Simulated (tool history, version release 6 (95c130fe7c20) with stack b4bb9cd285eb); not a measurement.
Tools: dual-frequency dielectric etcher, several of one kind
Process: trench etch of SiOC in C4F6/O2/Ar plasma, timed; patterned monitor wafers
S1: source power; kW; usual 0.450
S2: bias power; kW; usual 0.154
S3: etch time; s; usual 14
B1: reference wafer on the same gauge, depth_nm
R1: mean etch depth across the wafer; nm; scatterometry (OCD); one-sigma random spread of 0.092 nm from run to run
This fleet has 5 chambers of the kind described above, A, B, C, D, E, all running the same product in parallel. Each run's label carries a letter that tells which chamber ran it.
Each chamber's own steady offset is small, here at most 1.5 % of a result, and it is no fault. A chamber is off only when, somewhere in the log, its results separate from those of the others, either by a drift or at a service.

run 1C hour=6.4 | S1=0.450 S2=0.154 S3=14 | B1=28.083 | R1=28.734
run 2D hour=12.4 | S1=0.450 S2=0.154 S3=14 | B1=28.108 | R1=28.935
-- hour=16.2 chamber B: wet clean of the chamber
run 3B hour=16.6 | S1=0.450 S2=0.154 S3=14 | B1=28.117 | R1=29.333
run 4E hour=19.9 | S1=0.450 S2=0.154 S3=14 | B1=28.087 | R1=29.165
run 5A hour=24.9 | S1=0.450 S2=0.154 S3=14 | B1=28.095 | R1=28.862
run 6E hour=31.8 | S1=0.450 S2=0.154 S3=14 | B1=28.092 | R1=28.990
run 7A hour=36.2 | S1=0.450 S2=0.181 S3=17 | B1=28.101 | R1=36.903
run 8B hour=40.8 | S1=0.450 S2=0.181 S3=17 | B1=28.089 | R1=37.385
run 9D hour=46.7 | S1=0.450 S2=0.181 S3=17 | B1=28.128 | R1=36.806
run 10C hour=51.4 | S1=0.450 S2=0.181 S3=17 | B1=28.130 | R1=36.555
run 11E hour=54.9 | S1=0.450 S2=0.181 S3=17 | B1=28.101 | R1=37.018
run 12B hour=59.4 | S1=0.450 S2=0.154 S3=14 | B1=28.095 | R1=29.209
run 13A hour=66.5 | S1=0.450 S2=0.154 S3=14 | B1=28.110 | R1=28.933
run 14D hour=70.7 | S1=0.450 S2=0.154 S3=14 | B1=28.103 | R1=28.722
run 15C hour=75.6 | S1=0.450 S2=0.154 S3=14 | B1=28.093 | R1=28.726
run 16C hour=81.3 | S1=0.450 S2=0.154 S3=14 | B1=28.112 | R1=28.655
run 17E hour=84.5 | S1=0.450 S2=0.154 S3=14 | B1=28.095 | R1=29.185
run 18B hour=89.1 | S1=0.450 S2=0.154 S3=14 | B1=28.113 | R1=29.137
run 19A hour=93.5 | S1=0.450 S2=0.154 S3=14 | B1=28.086 | R1=29.005
run 20D hour=100.0 | S1=0.450 S2=0.154 S3=14 | B1=28.110 | R1=28.836
run 21C hour=106.1 | S1=0.450 S2=0.154 S3=14 | B1=28.086 | R1=28.585
run 22A hour=111.7 | S1=0.450 S2=0.154 S3=14 | B1=28.116 | R1=29.031
run 23E hour=116.5 | S1=0.450 S2=0.154 S3=14 | B1=28.102 | R1=29.167
run 24B hour=122.7 | S1=0.450 S2=0.154 S3=14 | B1=28.103 | R1=29.253
run 25D hour=126.0 | S1=0.450 S2=0.154 S3=14 | B1=28.094 | R1=28.928
run 26B hour=133.2 | S1=0.450 S2=0.154 S3=14 | B1=28.119 | R1=29.134
run 27E hour=139.6 | S1=0.450 S2=0.154 S3=14 | B1=28.082 | R1=29.172
run 28A hour=143.9 | S1=0.450 S2=0.154 S3=14 | B1=28.109 | R1=29.082
run 29D hour=148.3 | S1=0.450 S2=0.154 S3=14 | B1=28.093 | R1=28.739
run 30C hour=151.5 | S1=0.450 S2=0.154 S3=14 | B1=28.096 | R1=28.611
run 31A hour=156.9 | S1=0.450 S2=0.154 S3=14 | B1=28.098 | R1=29.065
run 32D hour=161.0 | S1=0.450 S2=0.154 S3=14 | B1=28.082 | R1=28.801
run 33E hour=165.4 | S1=0.450 S2=0.154 S3=14 | B1=28.075 | R1=29.185
run 34C hour=169.6 | S1=0.350 S2=0.154 S3=14 | B1=28.111 | R1=25.973
run 35B hour=174.3 | S1=0.350 S2=0.154 S3=14 | B1=28.102 | R1=26.249
run 36C hour=179.5 | S1=0.350 S2=0.154 S3=14 | B1=28.089 | R1=26.000
-- hour=183.2 chamber D: source power generator calibrated
run 37E hour=184.0 | S1=0.350 S2=0.154 S3=14 | B1=28.107 | R1=26.284
run 38B hour=188.6 | S1=0.350 S2=0.154 S3=14 | B1=28.092 | R1=26.439
run 39A hour=193.2 | S1=0.450 S2=0.154 S3=14 | B1=28.097 | R1=28.784
run 40D hour=197.5 | S1=0.450 S2=0.154 S3=14 | B1=28.131 | R1=28.887
run 41B hour=204.4 | S1=0.450 S2=0.154 S3=14 | B1=28.099 | R1=29.216

Has any chamber moved away from the others, gradually or after a service, or does the common gauge drift, or do the chambers differ only by their own small steady offsets? State the chamber and the most likely cause if one applies.

Neither any chamber nor the gauge drifts; the chambers differ only by their own small, steady offsets.
